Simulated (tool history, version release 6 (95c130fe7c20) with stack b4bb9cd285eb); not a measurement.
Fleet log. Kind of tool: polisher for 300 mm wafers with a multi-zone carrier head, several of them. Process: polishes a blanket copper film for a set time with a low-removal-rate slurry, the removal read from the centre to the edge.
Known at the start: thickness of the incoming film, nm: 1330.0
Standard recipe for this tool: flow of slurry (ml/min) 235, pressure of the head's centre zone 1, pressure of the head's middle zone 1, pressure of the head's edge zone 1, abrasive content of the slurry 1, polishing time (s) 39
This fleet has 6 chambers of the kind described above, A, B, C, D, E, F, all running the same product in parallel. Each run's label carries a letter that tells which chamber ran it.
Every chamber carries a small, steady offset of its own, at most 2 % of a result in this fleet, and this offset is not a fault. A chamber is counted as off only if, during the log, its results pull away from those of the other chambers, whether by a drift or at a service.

run	hour	flow of slurry (ml/min)	pressure of the head's centre zone	pressure of the head's middle zone	pressure of the head's edge zone	abrasive content of the slurry	polishing time (s)	film removed at the wafer's centre (nm)	film removed at mid-radius (nm)	film removed at the wafer's edge (nm)
# hour 5.3: chamber C: centre zone pressure recalibrated
1A	13.2	235	1	1	1	1	39	123.96	126.65	127.39
# hour 22.3: chamber D: worn pad replaced by a new one
# hour 23.9: chamber B: worn pad replaced by a new one
# hour 24: chamber F: worn pad replaced by a new one
2B	26.3	235	1	1	1	1	39	125.16	125.39	122.16
# hour 29.1: chamber A: slurry nozzle cleaned
# hour 32.2: chamber A: worn pad replaced by a new one
3E	35	235	1	1	1	1	39	125.44	125.28	126.13
# hour 45.4: chamber F: edge zone pressure recalibrated
4F	48.7	235	1	1	1	1	39	124.26	127.36	125.8
# hour 55.3: chamber C: worn pad replaced by a new one
5C	62.2	235	1	1	1	1	39	125.47	123.09	129.6
# hour 68.5: chamber E: worn pad replaced by a new one
6D	73.9	235	1	1	1	1	39	125.41	129.52	125.71
7D	88.1	235	1	1	1	1	39	125.14	125.67	126.62
# hour 95: chamber D: worn pad replaced by a new one
# hour 96.5: chamber B: worn pad replaced by a new one
8B	97.1	235	1	1	1	1	39	124.27	126.11	123.93
# hour 97.6: chamber A: centre zone pressure recalibrated
9F	110.1	235	1	1	1	1	52	166.42	168.26	166.63
10E	122.6	235	1	1	1	1	52	166.82	167.72	167.36
11A	134.9	235	1	1	1	1	52	167.14	166.88	168.86
# hour 138.8: chamber F: worn pad replaced by a new one
# hour 145.6: chamber A: worn pad replaced by a new one
# hour 145.8: chamber C: worn pad replaced by a new one
# hour 146.6: chamber E: worn pad replaced by a new one
12C	149.3	235	1	1	1	1	52	164.53	162.11	168.85
# hour 161.1: chamber E: edge zone pressure recalibrated
13A	161.8	235	1	1	1	1	52	165.1	165.26	167.64
# hour 169.3: chamber F: slurry nozzle cleaned
14E	170.4	235	1	1	1	1	52	167.42	165.87	166.77
# hour 177.4: chamber D: worn pad replaced by a new one
15D	183.9	235	1	1	1	1.15	39	127.72	129.03	129.53
# hour 191.9: chamber B: worn pad replaced by a new one
16B	194.1	235	1	1	1	1.15	39	129.32	130.69	128.14
17C	201.4	235	1	1	1	1.15	39	128.65	130.72	130.57
18F	212.7	235	1	1	1	1.15	39	131.2	128.81	129.49
19F	226.2	235	1	1	1	1.15	39	128.1	129.98	128.87
# hour 229.4: chamber E: worn pad replaced by a new one
20C	234.6	235	1	1	1	1.15	39	129.72	127.74	131.64
21D	248	235	1	1	1	1	39	123.53	130.9	126.47
# hour 253.5: chamber A: edge zone pressure recalibrated
# hour 254.6: chamber B: edge zone pressure recalibrated
# hour 255.5: chamber C: worn pad replaced by a new one
# hour 255.9: chamber F: worn pad replaced by a new one
22B	256.3	235	1	1	1	1	39	124.82	123.24	121.11
# hour 259.8: chamber A: slurry nozzle cleaned
# hour 260: chamber D: worn pad replaced by a new one
# hour 264.3: chamber A: worn pad replaced by a new one
# hour 264.8: chamber B: worn pad replaced by a new one
23A	268.4	235	1	1	1	1	39	126.78	123.66	125.53
24E	276.8	235	1	1	1	1.2	52	173.43	173.15	173.76
25B	288.9	235	1	1	1	1.2	52	170.29	172.09	169.86
# hour 293.4: chamber C: slurry nozzle cleaned
26F	300.8	235	1	1	1	1.2	52	175.38	173.55	174.58
# hour 307.7: chamber E: worn pad replaced by a new one
27D	313.7	235	1	1	1	1.2	52	174.33	169.81	175.17
28E	325.2	235	1	1	1	1.2	52	174.17	175.6	169.05
29C	335.4	235	1	1	1	1.2	52	176.32	172.31	175.06
# hour 339.6: chamber B: worn pad replaced by a new one
30A	344.1	235	1	1	1	1	39	125.85	123.71	127.23
# hour 344.3: chamber E: centre zone pressure recalibrated
# hour 351.1: chamber D: worn pad replaced by a new one
31C	353.7	235	1	1	1	1	39	125.95	124.92	129.29
# hour 358.2: chamber C: worn pad replaced by a new one
32A	366.6	235	1	1	1	1	39	126.4	120.42	126
# hour 369.9: chamber F: worn pad replaced by a new one
33D	373.1	235	1	1	1	0.85	30	92.177	94.55	95.035
34B	379.6	235	1	1	1	0.85	30	89.601	90.078	90.479
35E	391.6	235	1	1	1	0.85	30	91.896	93.438	93.844
36F	398.3	235	1	1	1	0.85	30	93.586	94.337	93.373
37C	407	235	1	1	1	0.85	30	93.529	91.531	96.087
38F	419.5	235	1	1	1	0.85	30	92.327	93.223	93.105

Is one chamber out of step, is the gauge drifting, or do the chambers differ by no more than their own small offsets? For an off chamber, give its letter and the likeliest cause.

It is chamber B that slowly wanders off from its peers.
Likeliest cause: slurry flow missing at the pad, % = 21.2.

Which of the 4 candidates below, each the usual settings with something changed and its results left as question marks, puts chamber B back in line with what the other chambers give on the usual settings?
Allowed miss from the other chambers' usual-settings mean, per result, to count as in line: film removed at the wafer's centre (nm) 3; film removed at mid-radius (nm) 6.3; film removed at the wafer's edge (nm) 5.2
39B-1	429.9	235	0.98	0.97	1.03	1	43	?	?	?
39B-2	429.9	235	1.01	1.03	0.97	1	36	?	?	?
39B-3	429.9	235	1.01	1.01	0.99	1	37	?	?	?
39B-4	429.9	235	0.99	0.99	1.01	1	41	?	?	?

On the usual settings, the other chambers give on average: film removed at the wafer's centre (nm) 125.21; film removed at mid-radius (nm) 125.46; film removed at the wafer's edge (nm) 126.44
run	film removed at the wafer's centre (nm)	film removed at mid-radius (nm)	film removed at the wafer's edge (nm)
39B-1	130.49	131.18	135.72
39B-2	113.03	116.03	110.05
39B-3	116.15	117.12	114.33
39B-4	125.86	127.44	128.05
Change 39B-4 lands the chamber within the allowed miss of the other chambers.
